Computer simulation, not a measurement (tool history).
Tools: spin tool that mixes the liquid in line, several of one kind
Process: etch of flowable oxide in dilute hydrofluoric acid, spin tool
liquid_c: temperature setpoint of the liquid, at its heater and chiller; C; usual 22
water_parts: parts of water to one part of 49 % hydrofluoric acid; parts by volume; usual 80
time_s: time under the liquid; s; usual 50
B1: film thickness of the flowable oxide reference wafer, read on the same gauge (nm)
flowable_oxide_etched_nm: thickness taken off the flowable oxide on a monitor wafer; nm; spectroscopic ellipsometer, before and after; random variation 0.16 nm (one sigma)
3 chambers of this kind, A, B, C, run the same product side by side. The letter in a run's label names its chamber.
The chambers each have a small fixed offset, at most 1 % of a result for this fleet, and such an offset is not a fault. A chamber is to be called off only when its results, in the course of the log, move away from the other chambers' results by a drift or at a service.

run 1A hour=7 | liquid_c=22 water_parts=80 time_s=50 | B1=140.01 | flowable_oxide_etched_nm=19.098
run 2B hour=11.7 | liquid_c=22 water_parts=80 time_s=50 | B1=139.99 | flowable_oxide_etched_nm=19.134
run 3C hour=16.6 | liquid_c=22 water_parts=80 time_s=50 | B1=139.98 | flowable_oxide_etched_nm=18.745
run 4A hour=26.5 | liquid_c=22 water_parts=80 time_s=50 | B1=139.97 | flowable_oxide_etched_nm=19.283
run 5B hour=32.3 | liquid_c=22 water_parts=80 time_s=50 | B1=140.01 | flowable_oxide_etched_nm=18.634
run 6C hour=38 | liquid_c=22 water_parts=80 time_s=50 | B1=139.99 | flowable_oxide_etched_nm=18.928
run 7C hour=47.5 | liquid_c=18 water_parts=100 time_s=50 | B1=139.99 | flowable_oxide_etched_nm=12.623
run 8B hour=52.2 | liquid_c=18 water_parts=100 time_s=50 | B1=139.99 | flowable_oxide_etched_nm=12.375
run 9A hour=58.2 | liquid_c=18 water_parts=100 time_s=50 | B1=139.97 | flowable_oxide_etched_nm=12.656
run 10A hour=63.3 | liquid_c=22 water_parts=80 time_s=50 | B1=139.99 | flowable_oxide_etched_nm=19.011
run 11B hour=72.2 | liquid_c=19 water_parts=80 time_s=25 | B1=139.99 | flowable_oxide_etched_nm=8.4926
run 12C hour=82.1 | liquid_c=19 water_parts=80 time_s=25 | B1=139.98 | flowable_oxide_etched_nm=8.2355
run 13A hour=88.4 | liquid_c=19 water_parts=80 time_s=25 | B1=140 | flowable_oxide_etched_nm=8.463
run 14B hour=96.1 | liquid_c=25 water_parts=80 time_s=50 | B1=140 | flowable_oxide_etched_nm=21.341
run 15C hour=105.2 | liquid_c=25 water_parts=80 time_s=50 | B1=140 | flowable_oxide_etched_nm=20.968
run 16C hour=113.4 | liquid_c=25 water_parts=80 time_s=50 | B1=140.01 | flowable_oxide_etched_nm=20.576
run 17B hour=120 | liquid_c=26.5 water_parts=115 time_s=50 | B1=140.05 | flowable_oxide_etched_nm=14.988
run 18A hour=126.1 | liquid_c=26.5 water_parts=115 time_s=50 | B1=139.97 | flowable_oxide_etched_nm=15.345
run 19C hour=136.9 | liquid_c=26.5 water_parts=115 time_s=50 | B1=140 | flowable_oxide_etched_nm=14.323
run 20A hour=147.3 | liquid_c=25.5 water_parts=60 time_s=50 | B1=139.95 | flowable_oxide_etched_nm=29.972
run 21B hour=157.5 | liquid_c=25.5 water_parts=60 time_s=50 | B1=140.02 | flowable_oxide_etched_nm=30.073
run 22A hour=162.7 | liquid_c=25.5 water_parts=60 time_s=50 | B1=140.05 | flowable_oxide_etched_nm=30.059
run 23C hour=169.5 | liquid_c=22 water_parts=80 time_s=50 | B1=140.02 | flowable_oxide_etched_nm=17.725
-- hour=174.9 chamber A: thermometer replaced
run 24B hour=176.9 | liquid_c=26.5 water_parts=80 time_s=50 | B1=140 | flowable_oxide_etched_nm=22.617
run 25C hour=182.4 | liquid_c=26.5 water_parts=80 time_s=50 | B1=140 | flowable_oxide_etched_nm=21.631
run 26A hour=188.9 | liquid_c=26.5 water_parts=80 time_s=50 | B1=139.96 | flowable_oxide_etched_nm=22.351
run 27B hour=198.2 | liquid_c=22 water_parts=80 time_s=50 | B1=140.01 | flowable_oxide_etched_nm=18.732
run 28A hour=208.5 | liquid_c=22 water_parts=80 time_s=75 | B1=140 | flowable_oxide_etched_nm=27.819
run 29C hour=214.9 | liquid_c=22 water_parts=80 time_s=75 | B1=139.99 | flowable_oxide_etched_nm=26.403
run 30B hour=220.2 | liquid_c=22 water_parts=80 time_s=75 | B1=139.99 | flowable_oxide_etched_nm=28.53
run 31B hour=226.1 | liquid_c=22 water_parts=80 time_s=50 | B1=140 | flowable_oxide_etched_nm=19.03
run 32C hour=232.9 | liquid_c=22 water_parts=80 time_s=50 | B1=140.04 | flowable_oxide_etched_nm=17.208
run 33A hour=238.6 | liquid_c=22 water_parts=80 time_s=50 | B1=140.02 | flowable_oxide_etched_nm=19.066
run 34A hour=244.9 | liquid_c=22 water_parts=80 time_s=50 | B1=140 | flowable_oxide_etched_nm=18.659
run 35B hour=250.1 | liquid_c=22 water_parts=80 time_s=50 | B1=140 | flowable_oxide_etched_nm=19.103
run 36C hour=255.1 | liquid_c=22 water_parts=80 time_s=50 | B1=140 | flowable_oxide_etched_nm=17.303
run 37C hour=262.7 | liquid_c=22 water_parts=80 time_s=50 | B1=140 | flowable_oxide_etched_nm=17.137
run 38B hour=268.1 | liquid_c=22 water_parts=80 time_s=50 | B1=139.95 | flowable_oxide_etched_nm=18.762
run 39A hour=276.6 | liquid_c=22 water_parts=80 time_s=50 | B1=140.04 | flowable_oxide_etched_nm=19.086
run 40A hour=285.6 | liquid_c=22 water_parts=80 time_s=50 | B1=140.04 | flowable_oxide_etched_nm=18.7

Which is it: a chamber that has drifted or been left off by a service, a gauge drift common to all chambers, or only each chamber's usual small offset? If a chamber is off, name it and its likeliest cause.

Chamber C drifts away from the others.
What lies behind it: hydrofluoric acid flow below the setpoint (%) = 8.72.
From this log alone, it may not be told apart from: liquid colder than its thermometer reads (K).

Below are 4 candidate recipes for chamber C's next run, each the usual settings with a change, their results shown as question marks. Which of them brings C's results back in line with what the other chambers give on the usual settings?
Counts as in line when no further than this from what the other chambers average on the usual settings: flowable_oxide_etched_nm 0.57 nm
run 41C-1 hour=293.4 | liquid_c=22 water_parts=80 time_s=45 | flowable_oxide_etched_nm=?
run 41C-2 hour=293.4 | liquid_c=23 water_parts=80 time_s=50 | flowable_oxide_etched_nm=?
run 41C-3 hour=293.4 | liquid_c=24.5 water_parts=80 time_s=50 | flowable_oxide_etched_nm=?
run 41C-4 hour=293.4 | liquid_c=21 water_parts=80 time_s=50 | flowable_oxide_etched_nm=?

What the other chambers average on the usual settings: flowable_oxide_etched_nm 18.865 nm
run=41C-1 flowable_oxide_etched_nm=15.329
run=41C-2 flowable_oxide_etched_nm=17.751
run=41C-3 flowable_oxide_etched_nm=18.865
run=41C-4 flowable_oxide_etched_nm=16.337
Change 41C-3 lands the chamber within the allowed miss of the other chambers.
